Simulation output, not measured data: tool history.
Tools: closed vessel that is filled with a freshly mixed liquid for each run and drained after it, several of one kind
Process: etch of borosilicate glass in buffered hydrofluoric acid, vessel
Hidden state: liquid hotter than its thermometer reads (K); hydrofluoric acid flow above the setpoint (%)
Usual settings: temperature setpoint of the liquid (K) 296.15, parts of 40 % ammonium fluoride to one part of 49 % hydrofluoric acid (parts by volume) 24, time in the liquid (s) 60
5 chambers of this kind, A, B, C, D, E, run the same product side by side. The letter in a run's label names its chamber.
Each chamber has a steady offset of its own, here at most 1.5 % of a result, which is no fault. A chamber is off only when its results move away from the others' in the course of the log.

| run | hour | temperature setpoint of the liquid (K) | parts of 40 % ammonium fluoride to one part of 49 % hydrofluoric acid (parts by volume) | time in the liquid (s) | hours since the thermometer was replaced | hours since the hydrofluoric acid flow meter was replaced | read-back film thickness of the borosilicate glass reference wafer, read on the same gauge (nm) | thickness taken off the borosilicate glass on a monitor wafer (nm) |
|---|---|---|---|---|---|---|---|---|
| 1A | 4.9 | 296.15 | 24 | 60 | 1643.9 | 160.7 | 49.976 | 30.879 |
| 2B | 7.9 | 296.15 | 24 | 60 | 1254.7 | 856 | 50.029 | 32.367 |
| 3C | 12.9 | 296.15 | 24 | 60 | 188.3 | 79 | 49.993 | 31.648 |
| 4D | 19.9 | 296.15 | 24 | 60 | 1828.5 | 387.7 | 50.001 | 31.817 |
| 5E | 26.3 | 296.15 | 24 | 60 | 1950.6 | 607.2 | 49.994 | 32.399 |
| 6E | 31.1 | 296.15 | 24 | 60 | 1955.4 | 612 | 49.984 | 31.575 |
| 7B | 36.1 | 296.15 | 24 | 60 | 1282.9 | 884.2 | 49.988 | 31.577 |
| 8D | 39.4 | 296.15 | 24 | 60 | 1848 | 407.2 | 50.019 | 31.928 |
| 9C | 46.3 | 296.15 | 24 | 60 | 221.7 | 112.4 | 50.004 | 31.331 |
| 10A | 52.1 | 296.15 | 24 | 60 | 1691.1 | 207.9 | 50.031 | 31.139 |
| 11D | 57.6 | 296.15 | 24 | 60 | 1866.2 | 425.4 | 49.97 | 31.604 |
| 12A | 60.8 | 296.15 | 24 | 60 | 1699.8 | 216.6 | 49.997 | 32.027 |
| 13B | 67 | 296.15 | 24 | 60 | 1313.8 | 915.1 | 50.014 | 32.009 |
| 14C | 73.8 | 296.15 | 24 | 60 | 249.2 | 139.9 | 49.948 | 31.345 |
| 15E | 78 | 296.15 | 16.5 | 90 | 2002.3 | 658.9 | 49.98 | 65.462 |
| 16D | 84 | 296.15 | 16.5 | 90 | 1892.6 | 451.8 | 50.038 | 64.746 |
| 17E | 90.2 | 296.15 | 16.5 | 90 | 2014.5 | 671.1 | 49.985 | 66.788 |
| 18C | 96.3 | 296.15 | 16.5 | 90 | 271.7 | 162.4 | 49.99 | 64.916 |
| 19B | 100.2 | 296.15 | 16.5 | 90 | 1347 | 948.3 | 49.968 | 63.58 |
| 20A | 107.2 | 296.15 | 24 | 60 | 1746.2 | 263 | 50.007 | 32.444 |
| 21E | 113.9 | 296.15 | 24 | 60 | 2038.2 | 694.8 | 50.021 | 32.288 |
| 22D | 117.3 | 296.15 | 24 | 60 | 1925.9 | 485.1 | 49.965 | 32.175 |
| 23A | 122.9 | 296.15 | 24 | 60 | 1761.9 | 278.7 | 49.999 | 32.989 |
| 24B | 126.1 | 296.15 | 24 | 60 | 1372.9 | 974.2 | 49.947 | 31.563 |
| 25C | 132.8 | 298.65 | 24 | 60 | 308.2 | 198.9 | 49.979 | 35.825 |
| 26B | 137.8 | 298.65 | 24 | 60 | 1384.6 | 985.9 | 49.977 | 36.045 |
| 27E | 141.6 | 298.65 | 24 | 60 | 2065.9 | 722.5 | 49.975 | 36.943 |
| 28A | 148.1 | 298.65 | 24 | 60 | 1787.1 | 303.9 | 50.018 | 38.037 |
| 29D | 152.1 | 298.65 | 24 | 60 | 1960.7 | 519.9 | 50.002 | 36.031 |
| 30C | 158.7 | 296.15 | 24 | 60 | 334.1 | 224.8 | 49.997 | 31.416 |
| 31D | 164.9 | 296.15 | 30 | 60 | 1973.5 | 532.7 | 49.993 | 27.099 |
| 32B | 170.6 | 296.15 | 30 | 60 | 1417.4 | 1018.7 | 49.993 | 27.222 |
| 33C | 173.7 | 296.15 | 30 | 60 | 349.1 | 239.8 | 50.035 | 26.972 |
| 34E | 176.8 | 296.15 | 30 | 60 | 2101.1 | 757.7 | 50.027 | 27.456 |
| 35A | 180.1 | 296.15 | 30 | 60 | 1819.1 | 335.9 | 49.981 | 28.872 |
| 36C | 183.7 | 296.15 | 24 | 40 | 359.1 | 249.8 | 49.99 | 21.195 |
| 37D | 186.9 | 296.15 | 24 | 40 | 1995.5 | 554.7 | 49.991 | 21.287 |
| 38B | 190.7 | 296.15 | 24 | 40 | 1437.5 | 1038.8 | 49.959 | 21.263 |
| 39A | 195.2 | 296.15 | 24 | 40 | 1834.2 | 351 | 49.991 | 22.925 |
| 40E | 201 | 296.15 | 24 | 40 | 2125.3 | 781.9 | 49.984 | 21.273 |
| 41E | 204.5 | 296.15 | 24 | 60 | 2128.8 | 785.4 | 49.945 | 31.877 |
| 42D | 211.3 | 296.15 | 24 | 60 | 2019.9 | 579.1 | 49.99 | 32.017 |
| 43A | 218.1 | 296.15 | 24 | 60 | 1857.1 | 373.9 | 49.972 | 34.702 |
| 44B | 221.8 | 296.15 | 24 | 60 | 1468.6 | 1069.9 | 50.034 | 31.558 |

Is one chamber off against the others, does the gauge drift, or is nothing wrong? If a chamber is off, say which, and what the likeliest cause is.

Chamber A drifts away from the others.
Cause: liquid hotter than its thermometer reads (K) = 1.9.

Here are 4 candidates for chamber A's next run, each the usual settings with a change, their results left as question marks. Which one brings its results back in line with what the others give on the usual settings?
In line means no further than this from the other chambers' mean on the usual settings: thickness taken off the borosilicate glass on a monitor wafer (nm) 1.1
| 45A-1 | 226.8 | 294.65 | 24 | 60 |  |  |  | ? |
| 45A-2 | 226.8 | 296.15 | 24.5 | 60 |  |  |  | ? |
| 45A-3 | 226.8 | 296.15 | 24 | 65 |  |  |  | ? |
| 45A-4 | 226.8 | 296.15 | 23.5 | 60 |  |  |  | ? |

The other chambers' mean on the usual settings: thickness taken off the borosilicate glass on a monitor wafer (nm) 31.832
| run | thickness taken off the borosilicate glass on a monitor wafer (nm) |
|---|---|
| 45A-1 | 32.004 |
| 45A-2 | 34.172 |
| 45A-3 | 37.551 |
| 45A-4 | 35.172 |
45A-1 brings the chamber back in line.

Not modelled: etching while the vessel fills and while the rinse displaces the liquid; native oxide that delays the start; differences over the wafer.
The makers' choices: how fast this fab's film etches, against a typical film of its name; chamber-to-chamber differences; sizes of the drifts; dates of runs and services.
